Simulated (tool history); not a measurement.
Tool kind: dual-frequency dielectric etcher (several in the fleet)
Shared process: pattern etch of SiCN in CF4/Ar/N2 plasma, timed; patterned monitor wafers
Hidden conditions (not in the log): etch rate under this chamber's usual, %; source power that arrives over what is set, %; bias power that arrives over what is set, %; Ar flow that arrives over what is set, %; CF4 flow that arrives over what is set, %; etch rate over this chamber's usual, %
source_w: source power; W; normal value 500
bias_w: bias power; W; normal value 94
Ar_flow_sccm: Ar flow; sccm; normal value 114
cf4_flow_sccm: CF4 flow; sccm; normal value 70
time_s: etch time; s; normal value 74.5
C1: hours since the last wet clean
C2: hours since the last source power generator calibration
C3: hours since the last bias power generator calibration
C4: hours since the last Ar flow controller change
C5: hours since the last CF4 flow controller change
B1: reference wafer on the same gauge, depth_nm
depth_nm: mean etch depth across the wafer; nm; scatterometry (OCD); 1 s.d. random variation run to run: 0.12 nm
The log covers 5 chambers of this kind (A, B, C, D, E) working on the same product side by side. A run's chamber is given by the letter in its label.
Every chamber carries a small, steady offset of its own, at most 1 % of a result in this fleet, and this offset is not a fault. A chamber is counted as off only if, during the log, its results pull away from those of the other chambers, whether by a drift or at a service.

{"run": "1B", "hour": 7.3, "source_w": 500, "bias_w": 94, "Ar_flow_sccm": 114, "cf4_flow_sccm": 70, "time_s": 74.5, "C1": 263.1, "C2": 1024.4, "C3": 1883.7, "C4": 1317, "C5": 1641.3, "B1": 64.996, "depth_nm": 76.38}
{"run": "2A", "hour": 17.2, "source_w": 500, "bias_w": 94, "Ar_flow_sccm": 114, "cf4_flow_sccm": 70, "time_s": 74.5, "C1": 484.5, "C2": 2897.8, "C3": 1220.8, "C4": 3753, "C5": 1412.9, "B1": 65.007, "depth_nm": 75.869}
{"hour": 18.7, "done": "chamber A: wet clean of the chamber"}
{"run": "3E", "hour": 29.8, "source_w": 500, "bias_w": 94, "Ar_flow_sccm": 114, "cf4_flow_sccm": 70, "time_s": 74.5, "C1": 433.4, "C2": 2749.4, "C3": 236.1, "C4": 1174.4, "C5": 1303.6, "B1": 65.025, "depth_nm": 76.195}
{"run": "4C", "hour": 37.5, "source_w": 500, "bias_w": 94, "Ar_flow_sccm": 114, "cf4_flow_sccm": 70, "time_s": 74.5, "C1": 374.3, "C2": 2494.1, "C3": 2517.8, "C4": 1228.1, "C5": 1065.2, "B1": 65.029, "depth_nm": 75.414}
{"run": "5D", "hour": 46.5, "source_w": 500, "bias_w": 94, "Ar_flow_sccm": 114, "cf4_flow_sccm": 70, "time_s": 74.5, "C1": 69.9, "C2": 725.8, "C3": 2795.4, "C4": 1487.4, "C5": 952.8, "B1": 65.09, "depth_nm": 75.344}
{"hour": 50.7, "done": "chamber C: wet clean of the chamber"}
{"run": "6B", "hour": 52.5, "source_w": 500, "bias_w": 94, "Ar_flow_sccm": 114, "cf4_flow_sccm": 70, "time_s": 74.5, "C1": 308.3, "C2": 1069.6, "C3": 1928.9, "C4": 1362.2, "C5": 1686.5, "B1": 65.06, "depth_nm": 76.548}
{"run": "7D", "hour": 65.6, "source_w": 500, "bias_w": 94, "Ar_flow_sccm": 114, "cf4_flow_sccm": 70, "time_s": 74.5, "C1": 89, "C2": 744.9, "C3": 2814.5, "C4": 1506.5, "C5": 971.9, "B1": 65.091, "depth_nm": 75.719}
{"hour": 66.1, "done": "chamber B: bias power generator calibrated"}
{"run": "8C", "hour": 72.2, "source_w": 500, "bias_w": 94, "Ar_flow_sccm": 114, "cf4_flow_sccm": 70, "time_s": 74.5, "C1": 21.6, "C2": 2528.8, "C3": 2552.5, "C4": 1262.8, "C5": 1099.9, "B1": 65.093, "depth_nm": 75.612}
{"run": "9A", "hour": 82.6, "source_w": 500, "bias_w": 94, "Ar_flow_sccm": 114, "cf4_flow_sccm": 70, "time_s": 74.5, "C1": 63.9, "C2": 2963.2, "C3": 1286.2, "C4": 3818.4, "C5": 1478.3, "B1": 65.085, "depth_nm": 75.881}
{"run": "10E", "hour": 94.6, "source_w": 500, "bias_w": 94, "Ar_flow_sccm": 114, "cf4_flow_sccm": 70, "time_s": 74.5, "C1": 498.2, "C2": 2814.2, "C3": 300.9, "C4": 1239.2, "C5": 1368.4, "B1": 65.084, "depth_nm": 76.415}
{"run": "11C", "hour": 107.4, "source_w": 500, "bias_w": 94, "Ar_flow_sccm": 114, "cf4_flow_sccm": 70, "time_s": 74.5, "C1": 56.8, "C2": 2564, "C3": 2587.7, "C4": 1298, "C5": 1135.1, "B1": 65.13, "depth_nm": 75.809}
{"run": "12D", "hour": 121.1, "source_w": 500, "bias_w": 94, "Ar_flow_sccm": 114, "cf4_flow_sccm": 70, "time_s": 74.5, "C1": 144.5, "C2": 800.4, "C3": 2870, "C4": 1562, "C5": 1027.4, "B1": 65.16, "depth_nm": 75.894}
{"run": "13A", "hour": 134.3, "source_w": 500, "bias_w": 94, "Ar_flow_sccm": 114, "cf4_flow_sccm": 70, "time_s": 74.5, "C1": 115.6, "C2": 3014.9, "C3": 1337.9, "C4": 3870.1, "C5": 1530, "B1": 65.177, "depth_nm": 76.117}
{"run": "14E", "hour": 142.4, "source_w": 540, "bias_w": 94, "Ar_flow_sccm": 114, "cf4_flow_sccm": 70, "time_s": 67.5, "C1": 546, "C2": 2862, "C3": 348.7, "C4": 1287, "C5": 1416.2, "B1": 65.17, "depth_nm": 74.27}
{"run": "15B", "hour": 149.5, "source_w": 540, "bias_w": 94, "Ar_flow_sccm": 114, "cf4_flow_sccm": 70, "time_s": 67.5, "C1": 405.3, "C2": 1166.6, "C3": 83.4, "C4": 1459.2, "C5": 1783.5, "B1": 65.171, "depth_nm": 73.968}
{"hour": 150.7, "done": "chamber E: wet clean of the chamber"}
{"run": "16C", "hour": 157.5, "source_w": 540, "bias_w": 94, "Ar_flow_sccm": 114, "cf4_flow_sccm": 70, "time_s": 67.5, "C1": 106.9, "C2": 2614.1, "C3": 2637.8, "C4": 1348.1, "C5": 1185.2, "B1": 65.191, "depth_nm": 73.32}
{"run": "17B", "hour": 168.9, "source_w": 540, "bias_w": 94, "Ar_flow_sccm": 114, "cf4_flow_sccm": 70, "time_s": 67.5, "C1": 424.7, "C2": 1186, "C3": 102.8, "C4": 1478.6, "C5": 1802.9, "B1": 65.207, "depth_nm": 74.12}
{"run": "18D", "hour": 182.0, "source_w": 540, "bias_w": 94, "Ar_flow_sccm": 114, "cf4_flow_sccm": 70, "time_s": 67.5, "C1": 205.4, "C2": 861.3, "C3": 2930.9, "C4": 1622.9, "C5": 1088.3, "B1": 65.234, "depth_nm": 73.529}
{"run": "19A", "hour": 188.5, "source_w": 500, "bias_w": 94, "Ar_flow_sccm": 114, "cf4_flow_sccm": 70, "time_s": 74.5, "C1": 169.8, "C2": 3069.1, "C3": 1392.1, "C4": 3924.3, "C5": 1584.2, "B1": 65.238, "depth_nm": 75.869}
{"run": "20E", "hour": 197.0, "source_w": 500, "bias_w": 94, "Ar_flow_sccm": 114, "cf4_flow_sccm": 70, "time_s": 74.5, "C1": 46.4, "C2": 2916.6, "C3": 403.3, "C4": 1341.6, "C5": 1470.8, "B1": 65.257, "depth_nm": 76.606}
{"run": "21D", "hour": 205.5, "source_w": 500, "bias_w": 94, "Ar_flow_sccm": 114, "cf4_flow_sccm": 56, "time_s": 87.5, "C1": 228.9, "C2": 884.8, "C3": 2954.4, "C4": 1646.4, "C5": 1111.8, "B1": 65.27, "depth_nm": 86.377}
{"run": "22B", "hour": 213.7, "source_w": 500, "bias_w": 94, "Ar_flow_sccm": 114, "cf4_flow_sccm": 56, "time_s": 87.5, "C1": 469.5, "C2": 1230.8, "C3": 147.6, "C4": 1523.4, "C5": 1847.7, "B1": 65.239, "depth_nm": 87.108}
{"run": "23E", "hour": 219.8, "source_w": 500, "bias_w": 94, "Ar_flow_sccm": 114, "cf4_flow_sccm": 56, "time_s": 87.5, "C1": 69.2, "C2": 2939.4, "C3": 426.1, "C4": 1364.4, "C5": 1493.6, "B1": 65.266, "depth_nm": 87.072}
{"run": "24A", "hour": 229.9, "source_w": 500, "bias_w": 94, "Ar_flow_sccm": 114, "cf4_flow_sccm": 56, "time_s": 87.5, "C1": 211.2, "C2": 3110.5, "C3": 1433.5, "C4": 3965.7, "C5": 1625.6, "B1": 65.284, "depth_nm": 86.57}
{"run": "25C", "hour": 236.8, "source_w": 500, "bias_w": 94, "Ar_flow_sccm": 114, "cf4_flow_sccm": 56, "time_s": 87.5, "C1": 186.2, "C2": 2693.4, "C3": 2717.1, "C4": 1427.4, "C5": 1264.5, "B1": 65.301, "depth_nm": 86.138}
{"run": "26D", "hour": 245.5, "source_w": 500, "bias_w": 94, "Ar_flow_sccm": 114, "cf4_flow_sccm": 70, "time_s": 74.5, "C1": 268.9, "C2": 924.8, "C3": 2994.4, "C4": 1686.4, "C5": 1151.8, "B1": 65.303, "depth_nm": 75.908}
{"run": "27C", "hour": 258.1, "source_w": 500, "bias_w": 94, "Ar_flow_sccm": 114, "cf4_flow_sccm": 70, "time_s": 74.5, "C1": 207.5, "C2": 2714.7, "C3": 2738.4, "C4": 1448.7, "C5": 1285.8, "B1": 65.337, "depth_nm": 75.683}
{"run": "28A", "hour": 271.1, "source_w": 500, "bias_w": 94, "Ar_flow_sccm": 114, "cf4_flow_sccm": 70, "time_s": 74.5, "C1": 252.4, "C2": 3151.7, "C3": 1474.7, "C4": 4006.9, "C5": 1666.8, "B1": 65.362, "depth_nm": 76.276}
{"run": "29B", "hour": 280.7, "source_w": 500, "bias_w": 94, "Ar_flow_sccm": 114, "cf4_flow_sccm": 70, "time_s": 74.5, "C1": 536.5, "C2": 1297.8, "C3": 214.6, "C4": 1590.4, "C5": 1914.7, "B1": 65.325, "depth_nm": 76.739}
{"run": "30E", "hour": 287.7, "source_w": 500, "bias_w": 94, "Ar_flow_sccm": 114, "cf4_flow_sccm": 70, "time_s": 74.5, "C1": 137.1, "C2": 3007.3, "C3": 494, "C4": 1432.3, "C5": 1561.5, "B1": 65.353, "depth_nm": 76.809}
{"run": "31C", "hour": 297.0, "source_w": 500, "bias_w": 94, "Ar_flow_sccm": 114, "cf4_flow_sccm": 70, "time_s": 74.5, "C1": 246.4, "C2": 2753.6, "C3": 2777.3, "C4": 1487.6, "C5": 1324.7, "B1": 65.368, "depth_nm": 75.951}
{"run": "32E", "hour": 306.2, "source_w": 500, "bias_w": 75, "Ar_flow_sccm": 138, "cf4_flow_sccm": 70, "time_s": 74.5, "C1": 155.6, "C2": 3025.8, "C3": 512.5, "C4": 1450.8, "C5": 1580, "B1": 65.365, "depth_nm": 68.697}
{"run": "33B", "hour": 319.8, "source_w": 500, "bias_w": 75, "Ar_flow_sccm": 138, "cf4_flow_sccm": 70, "time_s": 74.5, "C1": 575.6, "C2": 1336.9, "C3": 253.7, "C4": 1629.5, "C5": 1953.8, "B1": 65.405, "depth_nm": 68.727}
{"run": "34D", "hour": 326.6, "source_w": 500, "bias_w": 75, "Ar_flow_sccm": 138, "cf4_flow_sccm": 70, "time_s": 74.5, "C1": 350, "C2": 1005.9, "C3": 3075.5, "C4": 1767.5, "C5": 1232.9, "B1": 65.377, "depth_nm": 68.009}

Next, every chamber runs the same settings. What will each give?
{"run": "35A", "hour": 336.4, "source_w": 500, "bias_w": 94, "Ar_flow_sccm": 114, "cf4_flow_sccm": 70, "time_s": 74.5, "depth_nm": "?"}
{"run": "35B", "hour": 336.4, "source_w": 500, "bias_w": 94, "Ar_flow_sccm": 114, "cf4_flow_sccm": 70, "time_s": 74.5, "depth_nm": "?"}
{"run": "35C", "hour": 336.4, "source_w": 500, "bias_w": 94, "Ar_flow_sccm": 114, "cf4_flow_sccm": 70, "time_s": 74.5, "depth_nm": "?"}
{"run": "35D", "hour": 336.4, "source_w": 500, "bias_w": 94, "Ar_flow_sccm": 114, "cf4_flow_sccm": 70, "time_s": 74.5, "depth_nm": "?"}
{"run": "35E", "hour": 336.4, "source_w": 500, "bias_w": 94, "Ar_flow_sccm": 114, "cf4_flow_sccm": 70, "time_s": 74.5, "depth_nm": "?"}

run=35A depth_nm=76.422
run=35B depth_nm=77.001
run=35C depth_nm=75.842
run=35D depth_nm=76
run=35E depth_nm=76.753
